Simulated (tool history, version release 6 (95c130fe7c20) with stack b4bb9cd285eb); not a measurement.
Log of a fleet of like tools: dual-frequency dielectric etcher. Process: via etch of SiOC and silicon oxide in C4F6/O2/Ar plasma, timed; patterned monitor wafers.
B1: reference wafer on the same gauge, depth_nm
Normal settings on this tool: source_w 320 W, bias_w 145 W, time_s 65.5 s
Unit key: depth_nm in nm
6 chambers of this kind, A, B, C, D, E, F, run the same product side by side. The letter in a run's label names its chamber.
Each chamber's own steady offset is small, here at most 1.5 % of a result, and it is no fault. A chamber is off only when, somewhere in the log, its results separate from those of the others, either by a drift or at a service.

run 1C hour=4.7 | source_w=320 bias_w=145 time_s=65.5 | B1=64.425 | depth_nm=63.935
run 2E hour=9.4 | source_w=320 bias_w=145 time_s=65.5 | B1=64.43 | depth_nm=64.13
run 3B hour=13.9 | source_w=320 bias_w=145 time_s=65.5 | B1=64.441 | depth_nm=64.139
-- hour=17.1 chamber F: wet clean of the chamber
run 4D hour=19.1 | source_w=320 bias_w=145 time_s=65.5 | B1=64.439 | depth_nm=62.524
run 5A hour=21.6 | source_w=320 bias_w=170 time_s=65.5 | B1=64.444 | depth_nm=66.093
run 6F hour=27 | source_w=320 bias_w=170 time_s=65.5 | B1=64.484 | depth_nm=66.394
run 7C hour=32.7 | source_w=320 bias_w=170 time_s=65.5 | B1=64.482 | depth_nm=67.253
-- hour=34.7 chamber B: wet clean of the chamber
run 8E hour=35.4 | source_w=320 bias_w=170 time_s=65.5 | B1=64.517 | depth_nm=67.437
run 9F hour=40.3 | source_w=320 bias_w=170 time_s=65.5 | B1=64.484 | depth_nm=66.469
run 10B hour=43 | source_w=320 bias_w=170 time_s=65.5 | B1=64.539 | depth_nm=67.655
run 11D hour=47.6 | source_w=320 bias_w=145 time_s=65.5 | B1=64.511 | depth_nm=62.613
run 12A hour=50.9 | source_w=320 bias_w=145 time_s=65.5 | B1=64.519 | depth_nm=62.976
run 13A hour=54.4 | source_w=320 bias_w=145 time_s=65.5 | B1=64.547 | depth_nm=62.977
run 14C hour=60.1 | source_w=320 bias_w=145 time_s=65.5 | B1=64.569 | depth_nm=63.923
run 15F hour=65.5 | source_w=320 bias_w=145 time_s=65.5 | B1=64.578 | depth_nm=62.987
run 16D hour=70.1 | source_w=320 bias_w=145 time_s=65.5 | B1=64.587 | depth_nm=62.771
run 17B hour=74.2 | source_w=320 bias_w=145 time_s=65.5 | B1=64.587 | depth_nm=64.316
run 18E hour=79.9 | source_w=290 bias_w=145 time_s=65.5 | B1=64.613 | depth_nm=61.905
run 19A hour=83.2 | source_w=290 bias_w=145 time_s=65.5 | B1=64.616 | depth_nm=60.549
run 20D hour=88.5 | source_w=290 bias_w=145 time_s=65.5 | B1=64.635 | depth_nm=60.248
run 21C hour=91.3 | source_w=290 bias_w=145 time_s=65.5 | B1=64.642 | depth_nm=61.695
run 22B hour=95.5 | source_w=290 bias_w=145 time_s=65.5 | B1=64.642 | depth_nm=61.854
run 23F hour=98.7 | source_w=290 bias_w=145 time_s=65.5 | B1=64.648 | depth_nm=60.754
run 24E hour=103.5 | source_w=320 bias_w=145 time_s=65.5 | B1=64.665 | depth_nm=64.416
run 25E hour=108.4 | source_w=320 bias_w=145 time_s=65.5 | B1=64.669 | depth_nm=64.452
run 26F hour=112.8 | source_w=320 bias_w=145 time_s=75 | B1=64.674 | depth_nm=72.427
run 27C hour=117.4 | source_w=320 bias_w=145 time_s=75 | B1=64.691 | depth_nm=73.377
run 28D hour=121.1 | source_w=320 bias_w=145 time_s=75 | B1=64.697 | depth_nm=71.793
run 29B hour=125.1 | source_w=320 bias_w=145 time_s=75 | B1=64.693 | depth_nm=73.909
run 30A hour=128.8 | source_w=320 bias_w=145 time_s=75 | B1=64.719 | depth_nm=72.195
run 31C hour=134.1 | source_w=320 bias_w=145 time_s=75 | B1=64.766 | depth_nm=73.724
run 32A hour=138.6 | source_w=320 bias_w=145 time_s=65.5 | B1=64.739 | depth_nm=63.11
run 33B hour=141.5 | source_w=320 bias_w=145 time_s=65.5 | B1=64.758 | depth_nm=64.425
run 34E hour=144 | source_w=280 bias_w=131 time_s=65.5 | B1=64.772 | depth_nm=59.291
run 35F hour=149.7 | source_w=280 bias_w=131 time_s=65.5 | B1=64.779 | depth_nm=58.253
run 36D hour=153.8 | source_w=280 bias_w=131 time_s=65.5 | B1=64.752 | depth_nm=57.819
run 37C hour=157.2 | source_w=280 bias_w=131 time_s=65.5 | B1=64.811 | depth_nm=59.046
run 38E hour=162.2 | source_w=280 bias_w=131 time_s=65.5 | B1=64.801 | depth_nm=59.539
-- hour=164.4 chamber A: wet clean of the chamber
run 39A hour=164.7 | source_w=280 bias_w=131 time_s=65.5 | B1=64.832 | depth_nm=58.289
run 40D hour=168.9 | source_w=320 bias_w=145 time_s=65.5 | B1=64.826 | depth_nm=62.927
run 41F hour=171.6 | source_w=320 bias_w=145 time_s=65.5 | B1=64.823 | depth_nm=63.426

All 6 chambers run these settings next. Forecast each chamber's results:
run 42A hour=175.7 | source_w=320 bias_w=145 time_s=65.5 | depth_nm=?
run 42B hour=175.7 | source_w=320 bias_w=145 time_s=65.5 | depth_nm=?
run 42C hour=175.7 | source_w=320 bias_w=145 time_s=65.5 | depth_nm=?
run 42D hour=175.7 | source_w=320 bias_w=145 time_s=65.5 | depth_nm=?
run 42E hour=175.7 | source_w=320 bias_w=145 time_s=65.5 | depth_nm=?
run 42F hour=175.7 | source_w=320 bias_w=145 time_s=65.5 | depth_nm=?

run=42A depth_nm=63.207
run=42B depth_nm=64.555
run=42C depth_nm=64.292
run=42D depth_nm=62.725
run=42E depth_nm=64.465
run=42F depth_nm=63.325
